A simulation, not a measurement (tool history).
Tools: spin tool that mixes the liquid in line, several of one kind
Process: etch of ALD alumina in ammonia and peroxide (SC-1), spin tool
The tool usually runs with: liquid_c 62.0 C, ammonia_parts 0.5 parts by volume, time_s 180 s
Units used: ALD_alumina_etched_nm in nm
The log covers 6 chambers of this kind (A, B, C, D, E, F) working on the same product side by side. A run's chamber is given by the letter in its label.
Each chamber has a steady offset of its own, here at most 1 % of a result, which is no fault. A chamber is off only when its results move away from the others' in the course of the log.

run   hour  liquid_c  ammonia_parts  time_s  read-back film thickness of the ALD alumina reference wafer, read on the same gauge (nm)  ALD_alumina_etched_nm
 1E    2.2      62.0            0.5     180                                                                                    29.979                 18.183
 2A    4.3      62.0            0.5     180                                                                                    29.996                 18.317
 3C    6.7      62.0            0.5     180                                                                                    30.022                 18.300
 4B   10.2      62.0            0.5     180                                                                                    29.982                 18.237
 5F   13.2      62.0            0.5     180                                                                                    30.016                 18.200
 6D   17.2      62.0            0.5     180                                                                                    29.989                 18.170
 7E   19.3      62.0            0.3     135                                                                                    30.000                 12.997
 8C   22.7      62.0            0.3     135                                                                                    30.041                 13.053
      26.3  -- chamber B: ammonia flow meter replaced
 9F   26.8      62.0            0.3     135                                                                                    29.978                 12.991
10A   31.3      62.0            0.3     135                                                                                    29.998                 13.137
11D   34.9      62.0            0.3     135                                                                                    30.047                 13.028
12B   38.4      62.0            0.3     135                                                                                    29.998                 12.989
13D   41.2      62.0            0.5     180                                                                                    29.993                 18.222
14A   44.2      62.0            0.5     180                                                                                    29.994                 18.392
15C   47.6      62.0            0.5     180                                                                                    30.025                 18.274
16F   50.3      62.0            0.5     180                                                                                    30.033                 18.106
      50.8  -- chamber E: new drum of ammonia solution connected
17B   53.2      62.0            0.5     180                                                                                    30.020                 18.301
18E   56.7      62.0            0.5     145                                                                                    30.028                 14.582
19E   59.1      62.0            0.5     145                                                                                    30.007                 14.736
20D   62.6      62.0            0.5     145                                                                                    30.005                 14.750
21B   66.9      62.0            0.5     145                                                                                    30.011                 14.684
22C   69.8      62.0            0.5     145                                                                                    30.012                 14.718
23A   73.5      62.0            0.5     145                                                                                    29.951                 14.780
24F   77.7      62.0            0.5     180                                                                                    29.990                 18.157
25F   80.4      55.5            0.5     180                                                                                    29.940                 12.947
26B   84.6      55.5            0.5     180                                                                                    29.975                 12.934
27C   88.5      55.5            0.5     180                                                                                    30.036                 13.038
28D   92.5      55.5            0.5     180                                                                                    30.019                 13.012
29E   95.0      55.5            0.5     180                                                                                    30.017                 12.988
30A   97.2      55.5            0.5     180                                                                                    30.014                 13.261
31C  100.3      62.0            0.5     180                                                                                    29.986                 18.255
32F  104.3      62.0            0.5     180                                                                                    30.029                 18.126
33B  107.3      62.0            0.5     180                                                                                    29.961                 18.269
34A  110.3      62.0            0.5     180                                                                                    29.951                 18.429
     112.2  -- chamber D: new drum of ammonia solution connected
35E  113.5      62.0            0.5     180                                                                                    29.985                 18.235
36D  116.7      62.0            0.5     180                                                                                    30.049                 18.165

Which is it: a chamber that has drifted or been left off by a service, a gauge drift common to all chambers, or only each chamber's usual small offset? If a chamber is off, name it and its likeliest cause.

No chamber is off and the gauge is stable; the differences are just each chamber's small, constant offset.
